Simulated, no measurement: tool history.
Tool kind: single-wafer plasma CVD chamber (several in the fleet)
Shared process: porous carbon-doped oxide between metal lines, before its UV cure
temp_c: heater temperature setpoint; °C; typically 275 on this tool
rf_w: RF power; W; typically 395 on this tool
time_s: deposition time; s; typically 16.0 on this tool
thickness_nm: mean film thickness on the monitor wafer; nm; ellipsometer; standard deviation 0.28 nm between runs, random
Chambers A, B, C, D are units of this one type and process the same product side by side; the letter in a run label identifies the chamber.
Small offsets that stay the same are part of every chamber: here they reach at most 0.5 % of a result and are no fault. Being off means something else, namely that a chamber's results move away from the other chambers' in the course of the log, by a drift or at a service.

run	hour	temp_c	rf_w	time_s	read-back reference wafer on the same gauge, thickness_nm	thickness_nm
1A	15.7	275	395	16.0	72.091	85.925
2B	28.0	275	395	16.0	71.985	86.387
3C	35.3	275	395	16.0	72.046	86.253
4D	42.9	275	395	16.0	71.966	87.347
5A	56.7	275	395	16.0	71.960	86.217
6B	70.4	275	395	16.0	71.945	86.300
7C	82.9	275	395	16.0	72.045	85.560
8D	92.8	275	395	16.0	72.010	86.607
9C	100.1	275	335	13.5	71.947	63.854
10D	111.4	275	335	13.5	71.910	64.799
11B	119.2	275	335	13.5	71.978	64.169
12A	132.1	275	335	13.5	72.030	64.654
13B	142.1	282	395	16.0	72.002	82.714
14C	152.6	282	395	16.0	71.981	81.196
15D	160.1	282	395	16.0	71.973	83.057
16A	169.7	282	395	16.0	71.988	83.197
17C	181.4	275	395	16.0	71.986	85.334
18D	195.1	275	395	16.0	72.045	86.868
19A	207.5	275	465	16.0	71.968	97.764
# hour 220.4: chamber C: RF generator calibrated
20B	222.2	275	465	16.0	71.998	97.828
21C	230.4	275	465	16.0	72.004	95.878
22B	243.5	275	465	16.0	72.027	98.116
23A	255.0	275	395	16.0	72.006	86.422
24D	268.7	275	395	16.0	72.018	87.276
25D	276.1	275	395	16.0	71.981	87.468
26A	283.9	275	395	16.0	72.019	86.695
27C	298.7	270	395	15.0	72.043	81.418

Which is it: a chamber that has drifted or been left off by a service, a gauge drift common to all chambers, or only each chamber's usual small offset? If a chamber is off, name it and its likeliest cause.

Little by little, chamber C moves away from the other chambers.
Cause: wafer temperature above the value expected at the setpoint (K) = 3.92.

Below are 4 candidate recipes for chamber C's next run, each the usual settings with a change, their results shown as question marks. Which of them brings C's results back in line with what the other chambers give on the usual settings?
Allowed miss from the other chambers' usual-settings mean, per result, to count as in line: thickness_nm 0.980 nm
28C-1	310.2	275	395	16.8		?
28C-2	310.2	275	370	16.0		?
28C-3	310.2	274	395	16.4		?
28C-4	310.2	276	385	16.0		?

The mean the other chambers reach with the usual settings: thickness_nm 86.617 nm
run	thickness_nm
28C-1	88.414
28C-2	80.062
28C-3	86.935
28C-4	82.154
28C-3 brings the chamber back in line.
